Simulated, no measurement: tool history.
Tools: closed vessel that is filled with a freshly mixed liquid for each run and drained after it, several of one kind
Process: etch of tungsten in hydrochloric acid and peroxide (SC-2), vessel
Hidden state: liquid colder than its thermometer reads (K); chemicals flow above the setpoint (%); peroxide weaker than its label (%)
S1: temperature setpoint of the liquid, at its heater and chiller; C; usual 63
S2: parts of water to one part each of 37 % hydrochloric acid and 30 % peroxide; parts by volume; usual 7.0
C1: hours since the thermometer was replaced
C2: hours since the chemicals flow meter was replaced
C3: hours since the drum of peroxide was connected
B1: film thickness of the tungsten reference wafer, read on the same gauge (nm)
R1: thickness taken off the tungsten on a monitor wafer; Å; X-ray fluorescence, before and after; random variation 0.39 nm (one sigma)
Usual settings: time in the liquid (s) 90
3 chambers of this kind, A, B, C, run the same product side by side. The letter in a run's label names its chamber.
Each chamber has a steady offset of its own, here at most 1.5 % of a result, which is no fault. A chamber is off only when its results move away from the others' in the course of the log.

Run 1B, hour 4.1: usual settings; C1 1919.7; C2 567.9; C3 50.6; B1 130.02. Result: R1 501.50 Å.
Run 2A, hour 8.7: usual settings; C1 199.9; C2 1293.0; C3 115.0; B1 130.01. Result: R1 500.31 Å.
Run 3C, hour 14.8: usual settings; C1 554.7; C2 803.9; C3 583.4; B1 129.99. Result: R1 493.98 Å.
Run 4A, hour 21.2: usual settings; C1 212.4; C2 1305.5; C3 127.5; B1 130.00. Result: R1 501.85 Å.
Run 5C, hour 24.3: usual settings; C1 564.2; C2 813.4; C3 592.9; B1 130.01. Result: R1 495.54 Å.
Run 6B, hour 30.6: usual settings; C1 1946.2; C2 594.4; C3 77.1; B1 130.00. Result: R1 504.73 Å.
Run 7C, hour 37.2: usual settings; C1 577.1; C2 826.3; C3 605.8; B1 130.01. Result: R1 493.90 Å.
Run 8B, hour 41.5: usual settings; C1 1957.1; C2 605.3; C3 88.0; B1 130.02. Result: R1 499.71 Å.
Run 9A, hour 45.9: usual settings; C1 237.1; C2 1330.2; C3 152.2; B1 130.00. Result: R1 501.64 Å.
Run 10B, hour 49.5: usual settings; C1 1965.1; C2 613.3; C3 96.0; B1 130.02. Result: R1 507.38 Å.
Run 11C, hour 55.4: usual settings but S2 9.5 parts by volume; C1 595.3; C2 844.5; C3 624.0; B1 130.02. Result: R1 390.67 Å.
Run 12A, hour 59.6: usual settings but S2 9.5 parts by volume; C1 250.8; C2 1343.9; C3 165.9; B1 129.99. Result: R1 390.51 Å.
Run 13B, hour 63.1: usual settings but S2 9.5 parts by volume; C1 1978.7; C2 626.9; C3 109.6; B1 130.02. Result: R1 400.53 Å.
Run 14C, hour 68.4: usual settings; C1 608.3; C2 857.5; C3 637.0; B1 129.98. Result: R1 495.87 Å.
Run 15A, hour 72.2: usual settings; C1 263.4; C2 1356.5; C3 178.5; B1 130.00. Result: R1 499.83 Å.
Run 16C, hour 75.4: usual settings; C1 615.3; C2 864.5; C3 644.0; B1 130.02. Result: R1 491.11 Å.
Run 17A, hour 79.7: usual settings; C1 270.9; C2 1364.0; C3 186.0; B1 130.00. Result: R1 496.72 Å.
Run 18B, hour 84.9: usual settings but S2 9.5 parts by volume; C1 2000.5; C2 648.7; C3 131.4; B1 130.00. Result: R1 404.27 Å.
Run 19B, hour 89.8: usual settings but S2 9.5 parts by volume; C1 2005.4; C2 653.6; C3 136.3; B1 129.99. Result: R1 410.80 Å.
Run 20A, hour 93.8: usual settings but S2 9.5 parts by volume; C1 285.0; C2 1378.1; C3 200.1; B1 129.98. Result: R1 391.18 Å.
Run 21C, hour 97.1: usual settings but S2 8.5 parts by volume, time in the liquid (s) 140; C1 637.0; C2 886.2; C3 665.7; B1 130.00. Result: R1 652.55 Å.
Run 22A, hour 100.9: usual settings but S2 8.5 parts by volume, time in the liquid (s) 140; C1 292.1; C2 1385.2; C3 207.2; B1 129.99. Result: R1 669.92 Å.
Run 23C, hour 104.6: usual settings but S2 8.5 parts by volume, time in the liquid (s) 140; C1 644.5; C2 893.7; C3 673.2; B1 130.00. Result: R1 657.51 Å.
Run 24B, hour 110.4: usual settings; C1 2026.0; C2 674.2; C3 156.9; B1 130.00. Result: R1 524.96 Å.
Run 25B, hour 116.0: usual settings; C1 2031.6; C2 679.8; C3 162.5; B1 129.99. Result: R1 532.56 Å.
Run 26C, hour 119.5: usual settings; C1 659.4; C2 908.6; C3 688.1; B1 129.99. Result: R1 492.95 Å.
Run 27A, hour 122.5: usual settings; C1 313.7; C2 1406.8; C3 228.8; B1 130.01. Result: R1 501.00 Å.
Run 28A, hour 127.5: usual settings; C1 318.7; C2 1411.8; C3 233.8; B1 129.97. Result: R1 501.99 Å.
Run 29C, hour 131.3: usual settings; C1 671.2; C2 920.4; C3 699.9; B1 130.03. Result: R1 496.35 Å.
Run 30B, hour 135.2: usual settings but S1 67 C, time in the liquid (s) 60; C1 2050.8; C2 699.0; C3 181.7; B1 130.01. Result: R1 468.11 Å.
Run 31B, hour 141.0: usual settings but S1 67 C, time in the liquid (s) 60; C1 2056.6; C2 704.8; C3 187.5; B1 130.00. Result: R1 465.56 Å.
Run 32A, hour 146.1: usual settings but S1 67 C, time in the liquid (s) 60; C1 337.3; C2 1430.4; C3 252.4; B1 130.00. Result: R1 430.45 Å.

Next, every chamber runs the same settings. What will each give?
Run 33A, hour 150.8: usual settings. Result: R1 ?.
Run 33B, hour 150.8: usual settings. Result: R1 ?.
Run 33C, hour 150.8: usual settings. Result: R1 ?.

run      R1
33A  497.63
33B  541.06
33C  491.50

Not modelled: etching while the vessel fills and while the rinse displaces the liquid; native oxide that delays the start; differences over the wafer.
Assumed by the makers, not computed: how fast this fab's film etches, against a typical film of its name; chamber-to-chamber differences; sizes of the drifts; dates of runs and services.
